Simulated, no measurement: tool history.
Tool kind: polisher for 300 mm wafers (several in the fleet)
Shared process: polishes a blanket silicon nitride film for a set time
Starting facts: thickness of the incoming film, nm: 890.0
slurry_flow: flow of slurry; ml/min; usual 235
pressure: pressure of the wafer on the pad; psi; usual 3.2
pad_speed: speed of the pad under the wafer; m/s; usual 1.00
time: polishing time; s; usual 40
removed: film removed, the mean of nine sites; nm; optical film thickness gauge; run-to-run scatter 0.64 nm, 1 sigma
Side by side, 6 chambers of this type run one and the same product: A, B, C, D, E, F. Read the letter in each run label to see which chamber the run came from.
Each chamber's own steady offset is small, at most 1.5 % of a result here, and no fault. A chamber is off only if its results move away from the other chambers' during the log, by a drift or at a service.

run     day  slurry_flow  pressure  pad_speed  time  removed
      0.154  -- chamber E: worn pad replaced by a new one
 1E   0.462          235       3.2       1.00    40   54.765
      0.733  -- chamber C: worn pad replaced by a new one
 2B   0.812          235       3.2       1.00    40   52.521
      1.125  -- chamber F: head pressure recalibrated
      1.204  -- chamber A: slurry nozzle cleaned
 3F   1.204          235       3.2       1.00    40   53.950
 4C   1.604          235       3.2       1.00    40   51.746
      1.967  -- chamber B: worn pad replaced by a new one
      2.008  -- chamber D: worn pad replaced by a new one
 5A   2.025          235       3.2       1.00    40   52.445
 6D   2.533          235       3.2       1.00    40   52.180
 7B   2.804          265       3.2       1.00    40   54.334
      2.892  -- chamber F: worn pad replaced by a new one
 8E   3.062          265       3.2       1.00    40   54.049
 9C   3.429          265       3.2       1.00    40   53.562
10F   3.854          265       3.2       1.00    40   53.949
11A   4.133          265       3.2       1.00    40   53.847
      4.246  -- chamber C: worn pad replaced by a new one
      4.317  -- chamber A: worn pad replaced by a new one
12D   4.546          265       3.2       1.00    40   53.500
13A   5.029          235       3.2       1.00    40   53.186
      5.104  -- chamber E: worn pad replaced by a new one
14E   5.283          235       3.2       1.00    40   53.340
15F   5.812          235       3.2       1.00    40   52.866
16B   6.125          235       3.2       1.00    40   54.403
      6.458  -- chamber F: worn pad replaced by a new one
17D   6.621          235       3.2       1.00    40   52.438
18C   7.154          235       3.2       1.00    40   52.491
19D   7.492          235       3.2       1.00    40   52.580
      7.675  -- chamber C: worn pad replaced by a new one
20E   8.012          235       3.2       1.00    40   53.413
      8.262  -- chamber D: worn pad replaced by a new one
21A   8.550          235       3.2       1.00    40   52.485
22C   8.954          235       3.2       1.18    45   68.328
      9.067  -- chamber A: worn pad replaced by a new one
      9.154  -- chamber E: worn pad replaced by a new one
      9.375  -- chamber D: slurry nozzle cleaned
23F   9.408          235       3.2       1.18    45   68.075
      9.462  -- chamber B: worn pad replaced by a new one
24B   9.892          235       3.2       1.18    45   68.475
     10.100  -- chamber F: worn pad replaced by a new one
25A  10.425          235       3.2       1.18    45   66.145
26F  10.804          235       3.2       1.18    45   68.020
     11.046  -- chamber C: worn pad replaced by a new one
27B  11.133          235       3.2       1.18    45   67.847
28D  11.396          235       3.2       1.00    40   52.794
29C  11.858          235       3.2       1.00    40   52.812
30E  12.225          235       3.2       1.00    40   53.617
31E  12.458          235       2.7       0.70    40   33.846
32C  12.850          235       2.7       0.70    40   32.521
33A  13.367          235       2.7       0.70    40   32.719
     13.567  -- chamber E: worn pad replaced by a new one
34D  13.688          235       2.7       0.70    40   33.800
     13.762  -- chamber F: worn pad replaced by a new one
35B  13.921          235       2.7       0.70    40   33.471
     14.050  -- chamber A: worn pad replaced by a new one
     14.262  -- chamber C: worn pad replaced by a new one
36F  14.392          235       2.7       0.70    40   33.437
37B  14.750          235       3.2       1.00    40   52.922
38D  15.046          235       3.2       1.00    40   52.604
     15.183  -- chamber F: slurry nozzle cleaned
39C  15.417          235       3.2       1.00    40   52.577
40F  15.929          235       3.2       1.00    40   52.674
41A  16.338          235       2.5       1.00    40   40.588
42E  16.608          235       2.5       1.00    40   42.221

Decide between three cases: one chamber stands off from its peers, the gauge reading all wafers drifts, or nothing is wrong past each chamber's small offset. Where a chamber is off, say which and what most likely put it there.

Nothing is wrong: each chamber keeps only its own small, steady offset and the gauge holds still.
